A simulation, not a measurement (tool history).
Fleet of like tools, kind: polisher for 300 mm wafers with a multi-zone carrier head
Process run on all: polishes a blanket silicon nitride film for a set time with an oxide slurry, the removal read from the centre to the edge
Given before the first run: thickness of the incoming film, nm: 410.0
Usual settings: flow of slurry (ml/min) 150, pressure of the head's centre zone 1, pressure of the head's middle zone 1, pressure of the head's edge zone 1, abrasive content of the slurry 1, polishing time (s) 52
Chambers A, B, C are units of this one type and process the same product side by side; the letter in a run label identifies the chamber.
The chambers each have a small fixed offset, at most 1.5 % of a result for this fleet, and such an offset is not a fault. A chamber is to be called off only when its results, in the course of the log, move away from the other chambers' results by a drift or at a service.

run   hour  flow of slurry (ml/min)  pressure of the head's centre zone  pressure of the head's middle zone  pressure of the head's edge zone  abrasive content of the slurry  polishing time (s)  wafers polished on this pad  hours since the slurry nozzle was cleaned  hours since the centre zone pressure was calibrated  hours since the edge zone pressure was calibrated  film removed at the wafer's centre (nm)  film removed at mid-radius (nm)  film removed at the wafer's edge (nm)
 1C    3.2                      150                                   1                                   1                                 1                               1                  52                          544                                      126.7                                                260.4                                              174.4                                   29.089                           30.438                                 29.442
 2A    8.9                      150                                   1                                   1                                 1                               1                  52                          411                                      240.8                                                427.4                                              278.9                                   29.783                           29.601                                 29.659
 3B   12.8                      150                                   1                                   1                                 1                               1                  52                          619                                      175.2                                                695.6                                              298.8                                   29.618                           30.089                                 29.311
 4B   19.3                      150                                   1                                   1                                 1                               1                  52                          678                                      181.7                                                702.1                                              305.3                                   29.271                           29.414                                 29.357
 5A   23.5                      150                                   1                                   1                                 1                               1                  52                          543                                      255.4                                                  442                                              293.5                                   29.943                           29.275                                 29.418
        24  -- chamber A: worn pad replaced by a new one
 6C   30.1                      150                                   1                                   1                                 1                               1                  52                          787                                      153.6                                                287.3                                              201.3                                   29.221                           30.079                                 29.342
 7B   34.1                      150                                   1                                   1                                 1                               1                  52                          812                                      196.5                                                716.9                                              320.1                                   29.237                            29.63                                 29.175
 8C   40.3                      150                                   1                                   1                                 1                               1                  52                          880                                      163.8                                                297.5                                              211.5                                   29.498                           29.547                                 29.947
 9A   45.7                      150                                   1                                1.04                                 1                               1                  52                          196                                      277.6                                                464.2                                              315.7                                    30.61                           30.055                                 29.892
10A     49                      150                                   1                                1.04                                 1                               1                  52                          226                                      280.9                                                467.5                                                319                                   30.497                           30.911                                  29.83
11C   55.3                      150                                   1                                1.04                                 1                               1                  52                         1015                                      178.8                                                312.5                                              226.5                                   29.517                           31.069                                 29.309
12B   61.9                      150                                   1                                   1                                 1                               1                  52                         1063                                      224.3                                                744.7                                              347.9                                   29.835                           29.912                                 28.696
13C   66.6                      150                                   1                                   1                                 1                               1                  52                         1118                                      190.1                                                323.8                                              237.8                                    28.81                           30.061                                 29.449
      69.9  -- chamber B: worn pad replaced by a new one
14B   73.4                      150                                   1                                   1                                 1                               1                  52                           31                                      235.8                                                756.2                                              359.4                                   29.973                           30.124                                 29.336
15A   79.4                      185                                   1                                   1                                 1                               1                  46                          501                                      311.3                                                497.9                                              349.4                                   28.392                           27.624                                 27.016
16B   83.4                      185                                   1                                   1                                 1                               1                  46                          122                                      245.8                                                766.2                                              369.4                                   27.213                           27.493                                 27.091
17A     88                      185                                   1                                   1                                 1                               1                  46                          579                                      319.9                                                506.5                                                358                                   27.096                           26.786                                 26.726
      90.6  -- chamber A: worn pad replaced by a new one
18C   92.5                      150                                   1                                   1                                 1                               1                  52                         1352                                        216                                                349.7                                              263.7                                   29.062                           29.729                                 28.928
19A   99.2                      175                                   1                                   1                                 1                               1                  52                           78                                      331.1                                                517.7                                              369.2                                   31.437                           30.883                                 30.422
20C  103.9                      175                                   1                                   1                                 1                               1                  52                         1455                                      227.4                                                361.1                                              275.1                                   29.759                           30.589                                 29.418
21B  107.3                      175                                   1                                   1                                 1                               1                  52                          338                                      269.7                                                790.1                                              393.3                                   30.346                           30.645                                 29.636
22B  111.2                      150                                   1                                   1                                 1                               1                  52                          373                                      273.6                                                  794                                              397.2                                   29.683                           29.666                                 29.931
23C  115.2                      150                                   1                                   1                                 1                               1                  52                         1557                                      238.7                                                372.4                                              286.4                                   29.179                           29.324                                 28.821
24A  119.2                      150                                   1                                   1                                 1                               1                  52                          258                                      351.1                                                537.7                                              389.2                                   30.286                           29.663                                 29.541
25B  125.9                      150                                   1                                   1                                 1                               1                  52                          506                                      288.3                                                808.7                                              411.9                                   29.771                           29.547                                 29.019
26A    129                      150                                   1                                1.11                                 1                               1                  57                          347                                      360.9                                                547.5                                                399                                    33.47                           36.239                                 32.107
27C  132.7                      150                                   1                                1.11                                 1                               1                  57                         1715                                      256.2                                                389.9                                              303.9                                    31.24                           35.406                                 31.322
28C    137                      150                                   1                                1.11                                 1                               1                  57                         1754                                      260.5                                                394.2                                              308.2                                    30.84                           34.743                                 31.131
29A  141.4                      150                                   1                                   1                                 1                               1                  52                          459                                      373.3                                                559.9                                              411.4                                   29.979                           29.761                                 30.127
30B  146.8                      150                                   1                                   1                                 1                               1                  52                          695                                      309.2                                                829.6                                              432.8                                   29.203                           30.055                                 29.741
31B  153.5                      150                                   1                                   1                                 1                               1                  52                          756                                      315.9                                                836.3                                              439.5                                     29.5                            29.12                                 29.156
     155.7  -- chamber A: worn pad replaced by a new one
32C  158.1                      150                                   1                                   1                                 1                               1                  52                         1945                                      281.6                                                415.3                                              329.3                                    28.26                           28.839                                 28.621
33A    162                      150                                   1                                   1                                 1                               1                  52                           57                                      393.9                                                580.5                                                432                                   30.184                           29.879                                  29.67
34B  167.2                      150                                   1                                   1                                 1                               1                  52                          879                                      329.6                                                  850                                              453.2                                   29.798                           29.799                                 29.191
35C  173.4                      150                                   1                                   1                                 1                               1                  52                         2083                                      296.9                                                430.6                                              344.6                                   28.368                           29.321                                 27.595
36A  179.6                      150                                   1                                   1                              0.91                               1                  52                          216                                      411.5                                                598.1                                              449.6                                   30.467                            29.26                                  27.56
37B  186.3                      150                                   1                                   1                              0.91                               1                  52                         1052                                      348.7                                                869.1                                              472.3                                   29.763                           29.737                                 27.798
38C  193.3                      150                                   1                                   1                              0.91                               1                  52                         2263                                      316.8                                                450.5                                              364.5                                   28.267                           28.376                                 26.701
39A  196.8                      150                                   1                                   1                                 1                               1                  52                          372                                      428.7                                                615.3                                              466.8                                   29.783                           29.079                                 29.336

The same settings go to every chamber for the next run, one line per chamber below. Forecast the results for each:
40A  201.8                      150                                   1                                   1                                 1                               1                  52                                                                                                                                                                                                                        ?                                ?                                      ?
40B  201.8                      150                                   1                                   1                                 1                               1                  52                                                                                                                                                                                                                        ?                                ?                                      ?
40C  201.8                      150                                   1                                   1                                 1                               1                  52                                                                                                                                                                                                                        ?                                ?                                      ?

run  film removed at the wafer's centre (nm)  film removed at mid-radius (nm)  film removed at the wafer's edge (nm)
40A                                   30.337                           29.709                                 29.948
40B                                   29.813                           30.067                                 29.542
40C                                   28.168                           28.302                                 27.711
